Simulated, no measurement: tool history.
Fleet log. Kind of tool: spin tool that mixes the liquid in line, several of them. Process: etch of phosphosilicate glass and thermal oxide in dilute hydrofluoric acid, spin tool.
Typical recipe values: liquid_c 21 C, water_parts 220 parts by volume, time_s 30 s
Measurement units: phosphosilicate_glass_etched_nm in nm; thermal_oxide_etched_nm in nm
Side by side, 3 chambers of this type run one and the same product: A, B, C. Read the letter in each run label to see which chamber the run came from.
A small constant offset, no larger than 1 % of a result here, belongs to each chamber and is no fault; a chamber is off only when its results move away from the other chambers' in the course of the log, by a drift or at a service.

run    day  liquid_c  water_parts  time_s  hours since the thermometer was replaced  hours since the hydrofluoric acid flow meter was replaced  read-back film thickness of the phosphosilicate glass reference wafer, read on the same gauge (nm)  read-back film thickness of the thermal oxide reference wafer, read on the same gauge (nm)  phosphosilicate_glass_etched_nm  thermal_oxide_etched_nm
 1A   0.25        21          220      30                                    1051.5                                                      412.8                                                                                              140.02                                                                                      29.996                           7.2038                  0.55379
 2B  0.471        21          220      30                                      1617                                                      818.4                                                                                              140.01                                                                                      30.035                           7.2745                  0.52834
 3C  0.654        21          220      30                                     848.8                                                        260                                                                                                 140                                                                                      30.007                           7.3327                  0.54411
 4B  0.792        21          220      30                                    1624.7                                                      826.1                                                                                              139.99                                                                                      29.985                           7.2827                  0.51029
 5A  0.988        21          330      30                                    1069.2                                                      430.5                                                                                                 140                                                                                      30.006                           4.3457                  0.32099
 6C  1.108        21          330      30                                     859.7                                                      270.9                                                                                              139.99                                                                                      29.947                            4.387                  0.34219
 7B  1.221        21          330      30                                      1635                                                      836.4                                                                                              139.99                                                                                      30.018                           4.3473                  0.32742
 8A  1.396        21          220      30                                      1079                                                      440.3                                                                                              140.01                                                                                      29.967                           7.2218                  0.56689
 9C  1.571      19.5          220      15                                     870.8                                                        282                                                                                              139.97                                                                                      30.029                            3.432                   0.2615
10A  1.729      19.5          220      15                                      1087                                                      448.3                                                                                                 140                                                                                      30.002                           3.4249                  0.25517
11C  1.858      19.5          220      15                                     877.7                                                      288.9                                                                                                 140                                                                                       30.01                           3.4329                  0.26274
     1.967  -- chamber A: hydrofluoric acid flow meter replaced
12B  2.083        17          220      45                                    1655.7                                                      857.1                                                                                                 140                                                                                      29.943                           9.3502                  0.67591
13C  2.275        17          220      45                                     887.7                                                      298.9                                                                                              139.98                                                                                      30.011                            9.334                  0.67274
14A  2.508        17          220      45                                    1105.7                                                       13.1                                                                                              139.99                                                                                      29.931                           9.3491                  0.71226
15B  2.671        21          220      30                                    1669.8                                                      871.2                                                                                              139.98                                                                                       30.02                           7.2444                  0.53115
16A  2.867      19.5          220      30                                    1114.3                                                       21.7                                                                                                 140                                                                                      30.027                           6.8213                   0.4472
17B  3.092      19.5          220      30                                    1679.9                                                      881.3                                                                                              139.99                                                                                      29.971                           6.8919                  0.55798
18C  3.338      19.5          220      30                                     913.2                                                      324.4                                                                                              140.02                                                                                      30.028                           6.8579                  0.55784
19C  3.562        21          220      30                                     918.6                                                      329.8                                                                                              139.99                                                                                      29.992                           7.2546                  0.50655
20A  3.746        21          220      30                                    1135.4                                                       42.8                                                                                                 140                                                                                      30.025                           7.2698                  0.49564
21B  3.892        21          220      30                                    1699.1                                                      900.5                                                                                                 140                                                                                      30.058                           7.2866                  0.51812
22B  4.029        21          220      30                                    1702.4                                                      903.8                                                                                                 140                                                                                      30.014                           7.2745                  0.50298
23A  4.183        21          220      30                                    1145.9                                                       53.3                                                                                                 140                                                                                      29.962                           7.2602                  0.54007
24C  4.358        21          220      30                                     937.7                                                      348.9                                                                                              140.01                                                                                      29.998                           7.3165                  0.59396
25B  4.542        21          220      30                                    1714.7                                                      916.1                                                                                              140.02                                                                                      29.984                           7.2475                  0.53697
26C  4.671        21          220      30                                     945.2                                                      356.4                                                                                              139.99                                                                                       30.01                           7.2997                  0.54732
27A  4.817        21          155      30                                    1161.1                                                       68.5                                                                                              140.01                                                                                      29.997                           10.997                  0.84508
28C  5.012        21          155      30                                     953.4                                                      364.6                                                                                                 140                                                                                      30.036                           11.204                  0.77551
29B  5.179        21          155      30                                      1730                                                      931.4                                                                                              139.98                                                                                      30.008                           11.091                   0.8219
      5.25  -- chamber A: thermometer replaced
30A    5.3        21          220      30                                       1.2                                                       80.1                                                                                              140.01                                                                                       30.01                           7.2631                  0.56169
31A  5.517        21          220      30                                       6.4                                                       85.3                                                                                              140.02                                                                                      29.977                           7.2359                  0.54256
32C  5.654        21          220      30                                     968.8                                                        380                                                                                              139.99                                                                                      29.983                           7.3267                  0.52107
33B  5.838        21          220      30                                    1745.8                                                      947.2                                                                                              139.99                                                                                      29.999                           7.2785                   0.5604

Each of the 3 chambers runs these same settings next. Fill in every chamber's results:
34A  6.021        21          220      30                                                                                                                                                                                                                                                                                                                                     ?                        ?
34B  6.021        21          220      30                                                                                                                                                                                                                                                                                                                                     ?                        ?
34C  6.021        21          220      30                                                                                                                                                                                                                                                                                                                                     ?                        ?

run  phosphosilicate_glass_etched_nm  thermal_oxide_etched_nm
34A                           7.2435                  0.60026
34B                           7.2798                  0.55414
34C                           7.2948                  0.57756
